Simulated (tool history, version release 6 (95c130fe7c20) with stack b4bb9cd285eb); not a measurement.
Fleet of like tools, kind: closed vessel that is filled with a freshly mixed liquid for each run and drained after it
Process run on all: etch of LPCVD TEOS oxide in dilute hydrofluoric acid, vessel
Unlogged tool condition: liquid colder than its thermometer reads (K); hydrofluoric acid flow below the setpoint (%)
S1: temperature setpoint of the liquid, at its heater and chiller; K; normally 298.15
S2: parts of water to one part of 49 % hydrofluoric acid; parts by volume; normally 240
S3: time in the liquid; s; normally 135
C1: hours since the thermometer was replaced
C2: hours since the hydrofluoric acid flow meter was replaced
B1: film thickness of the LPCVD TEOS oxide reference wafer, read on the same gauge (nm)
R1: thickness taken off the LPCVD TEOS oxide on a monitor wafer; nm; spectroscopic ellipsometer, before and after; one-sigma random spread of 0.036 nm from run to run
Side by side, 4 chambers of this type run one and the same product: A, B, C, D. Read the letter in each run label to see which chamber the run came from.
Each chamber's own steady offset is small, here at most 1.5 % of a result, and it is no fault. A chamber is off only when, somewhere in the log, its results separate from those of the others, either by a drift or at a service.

{"run": "1C", "day": 0.35, "S1": 298.15, "S2": 240, "S3": 135, "C1": 581.5, "C2": 1022.9, "B1": 99.994, "R1": 8.432}
{"run": "2B", "day": 0.758, "S1": 298.15, "S2": 240, "S3": 135, "C1": 508.6, "C2": 608.2, "B1": 99.985, "R1": 8.3897}
{"run": "3D", "day": 1.012, "S1": 298.15, "S2": 240, "S3": 135, "C1": 763.2, "C2": 403.8, "B1": 99.999, "R1": 8.3541}
{"run": "4A", "day": 1.275, "S1": 298.15, "S2": 240, "S3": 135, "C1": 195.9, "C2": 872.9, "B1": 99.994, "R1": 8.309}
{"run": "5A", "day": 1.65, "S1": 298.15, "S2": 240, "S3": 135, "C1": 204.9, "C2": 881.9, "B1": 99.996, "R1": 8.352}
{"run": "6D", "day": 1.888, "S1": 298.15, "S2": 240, "S3": 135, "C1": 784.2, "C2": 424.8, "B1": 99.994, "R1": 8.3552}
{"run": "7B", "day": 2.208, "S1": 298.15, "S2": 240, "S3": 135, "C1": 543.4, "C2": 643.0, "B1": 99.981, "R1": 8.3527}
{"run": "8C", "day": 2.558, "S1": 298.15, "S2": 240, "S3": 135, "C1": 634.5, "C2": 1075.9, "B1": 100.01, "R1": 8.3517}
{"run": "9D", "day": 2.788, "S1": 298.15, "S2": 240, "S3": 135, "C1": 805.8, "C2": 446.4, "B1": 100.01, "R1": 8.3263}
{"run": "10B", "day": 3.15, "S1": 298.15, "S2": 240, "S3": 135, "C1": 566.0, "C2": 665.6, "B1": 100.01, "R1": 8.4026}
{"run": "11A", "day": 3.517, "S1": 296.65, "S2": 240, "S3": 135, "C1": 249.7, "C2": 926.7, "B1": 100.02, "R1": 7.8344}
{"run": "12C", "day": 3.788, "S1": 296.65, "S2": 240, "S3": 135, "C1": 664.0, "C2": 1105.4, "B1": 99.988, "R1": 7.9509}
{"run": "13A", "day": 4.104, "S1": 296.65, "S2": 240, "S3": 135, "C1": 263.8, "C2": 940.8, "B1": 100.01, "R1": 7.8205}
{"run": "14C", "day": 4.483, "S1": 296.65, "S2": 240, "S3": 135, "C1": 680.7, "C2": 1122.1, "B1": 100.01, "R1": 7.949}
{"run": "15B", "day": 4.862, "S1": 298.15, "S2": 240, "S3": 135, "C1": 607.1, "C2": 706.7, "B1": 100.0, "R1": 8.3518}
{"run": "16D", "day": 5.217, "S1": 298.15, "S2": 240, "S3": 135, "C1": 864.1, "C2": 504.7, "B1": 100.01, "R1": 8.2622}
{"run": "17D", "day": 5.633, "S1": 295.15, "S2": 240, "S3": 60, "C1": 874.1, "C2": 514.7, "B1": 99.996, "R1": 3.2891}
{"run": "18C", "day": 6.012, "S1": 295.15, "S2": 240, "S3": 60, "C1": 717.4, "C2": 1158.8, "B1": 99.997, "R1": 3.3251}
{"run": "19A", "day": 6.371, "S1": 295.15, "S2": 240, "S3": 60, "C1": 318.2, "C2": 995.2, "B1": 100.0, "R1": 3.2884}
{"run": "20B", "day": 6.642, "S1": 295.15, "S2": 240, "S3": 60, "C1": 649.8, "C2": 749.4, "B1": 100.01, "R1": 3.3186}
{"run": "21D", "day": 6.888, "S1": 298.15, "S2": 240, "S3": 135, "C1": 904.2, "C2": 544.8, "B1": 99.991, "R1": 8.1871}
{"run": "22C", "day": 7.179, "S1": 298.15, "S2": 240, "S3": 135, "C1": 745.4, "C2": 1186.8, "B1": 99.993, "R1": 8.3454}
{"run": "23B", "day": 7.571, "S1": 298.15, "S2": 240, "S3": 135, "C1": 672.1, "C2": 771.7, "B1": 99.993, "R1": 8.281}
{"run": "24A", "day": 7.971, "S1": 298.15, "S2": 240, "S3": 135, "C1": 356.6, "C2": 1033.6, "B1": 100.04, "R1": 8.2654}
{"run": "25A", "day": 8.329, "S1": 298.15, "S2": 240, "S3": 135, "C1": 365.2, "C2": 1042.2, "B1": 100.0, "R1": 8.248}
{"run": "26C", "day": 8.662, "S1": 298.15, "S2": 240, "S3": 135, "C1": 781.0, "C2": 1222.4, "B1": 100.01, "R1": 8.3924}
{"run": "27B", "day": 8.988, "S1": 298.15, "S2": 240, "S3": 135, "C1": 706.1, "C2": 805.7, "B1": 99.996, "R1": 8.3444}
{"run": "28D", "day": 9.312, "S1": 298.15, "S2": 240, "S3": 135, "C1": 962.4, "C2": 603.0, "B1": 100.01, "R1": 8.0873}
{"run": "29A", "day": 9.517, "S1": 298.15, "S2": 240, "S3": 135, "C1": 393.7, "C2": 1070.7, "B1": 100.03, "R1": 8.2112}

Each of the 4 chambers runs these same settings next. Fill in every chamber's results:
{"run": "30A", "day": 9.821, "S1": 298.15, "S2": 240, "S3": 135, "R1": "?"}
{"run": "30B", "day": 9.821, "S1": 298.15, "S2": 240, "S3": 135, "R1": "?"}
{"run": "30C", "day": 9.821, "S1": 298.15, "S2": 240, "S3": 135, "R1": "?"}
{"run": "30D", "day": 9.821, "S1": 298.15, "S2": 240, "S3": 135, "R1": "?"}

run=30A R1=8.2508
run=30B R1=8.3896
run=30C R1=8.3612
run=30D R1=8.0429

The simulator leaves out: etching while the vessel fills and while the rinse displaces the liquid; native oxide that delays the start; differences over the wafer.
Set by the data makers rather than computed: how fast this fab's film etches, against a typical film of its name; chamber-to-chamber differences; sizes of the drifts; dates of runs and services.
